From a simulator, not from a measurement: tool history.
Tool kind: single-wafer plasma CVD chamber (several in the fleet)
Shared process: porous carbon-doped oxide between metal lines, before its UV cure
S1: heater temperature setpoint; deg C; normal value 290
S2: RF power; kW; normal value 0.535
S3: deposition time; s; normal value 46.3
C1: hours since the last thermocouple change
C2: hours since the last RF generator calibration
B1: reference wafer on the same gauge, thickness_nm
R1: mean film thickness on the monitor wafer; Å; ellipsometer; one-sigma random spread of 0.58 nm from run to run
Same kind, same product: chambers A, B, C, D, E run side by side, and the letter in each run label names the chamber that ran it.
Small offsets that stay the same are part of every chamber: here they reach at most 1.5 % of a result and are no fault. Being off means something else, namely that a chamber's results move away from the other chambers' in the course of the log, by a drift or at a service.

run	hour	S1	S2	S3	C1	C2	B1	R1
1B	6.7	290	0.535	46.3	1970.0	656.8	235.03	2715.9
2C	15.1	290	0.535	46.3	2359.5	670.3	235.04	2738.9
3A	24.0	290	0.535	46.3	682.2	87.8	235.06	2773.3
# hour 26.2: chamber D: RF generator calibrated
4E	34.3	290	0.535	46.3	1758.8	1942.2	235.06	2777.5
5D	44.7	290	0.535	46.3	1853.9	18.6	235.12	2772.3
6A	51.9	290	0.535	46.3	710.1	115.7	235.08	2766.4
7B	59.5	290	0.535	46.3	2022.8	709.6	235.07	2709.6
8E	68.3	286	0.535	46.3	1792.8	1976.2	235.09	2845.2
9D	79.7	286	0.535	46.3	1888.9	53.6	235.03	2836.0
10C	91.2	286	0.535	46.3	2435.6	746.4	234.97	2802.4
11E	99.3	286	0.535	46.3	1823.8	2007.2	234.91	2830.0
12B	105.3	286	0.535	46.3	2068.6	755.4	235.07	2784.6
13C	115.2	290	0.535	46.3	2459.6	770.4	235.16	2735.2
14A	123.8	281	0.455	46.3	782.0	187.6	234.98	2634.3
15D	133.0	281	0.455	46.3	1942.2	106.9	234.81	2608.3
16D	142.8	281	0.455	46.3	1952.0	116.7	235.03	2620.5
# hour 143.9: chamber D: thermocouple changed; heater temperature recalibrated
17E	148.7	281	0.455	46.3	1873.2	2056.6	235.21	2628.5
18B	159.9	281	0.455	46.3	2123.2	810.0	234.97	2566.6
# hour 169.9: chamber E: thermocouple changed; heater temperature recalibrated
19C	171.0	290	0.535	46.3	2515.4	826.2	235.04	2738.6
20A	179.6	285	0.440	46.3	837.8	243.4	235.03	2507.1
21D	188.6	285	0.440	46.3	44.7	162.5	234.97	2539.4
22E	197.0	285	0.440	46.3	27.1	2104.9	235.08	2488.4
23A	204.8	285	0.440	46.3	863.0	268.6	235.03	2513.8
24C	216.1	285	0.440	46.3	2560.5	871.3	234.92	2467.1
25B	225.0	290	0.535	46.3	2188.3	875.1	235.08	2698.4
26D	233.4	290	0.535	46.3	89.5	207.3	235.12	2819.6
27A	241.3	290	0.535	46.3	899.5	305.1	234.95	2773.6
28B	248.7	290	0.535	46.3	2212.0	898.8	234.98	2705.7
29E	254.3	290	0.535	46.3	84.4	2162.2	235.13	2772.0
30C	261.9	290	0.535	46.3	2606.3	917.1	235.07	2740.2
31B	272.0	290	0.535	39.3	2235.3	922.1	234.95	2317.4

One chamber off, gauge drift, or nothing amiss beyond the chambers' own small offsets? If it is a chamber, which one, and what is the likeliest cause?

The work done on chamber D during a service left it standing apart from the others.
Cause: wafer temperature below the value expected at the setpoint (K) = 3.28.

Which of the 4 candidates below, each the usual settings with something changed and its results left as question marks, puts chamber D back in line with what the other chambers give on the usual settings?
Counts as in line when no further than this from what the other chambers average on the usual settings: R1 22.0 Å
32D-1	280.4	290	0.515	46.3				?
32D-2	280.4	288	0.550	46.3				?
32D-3	280.4	290	0.525	44.9				?
32D-4	280.4	290	0.545	47.7				?

The mean the other chambers reach with the usual settings: R1 2744.7 Å
run	R1
32D-1	2749.3
32D-2	2909.1
32D-3	2702.8
32D-4	2940.6
32D-1 brings the chamber back in line.
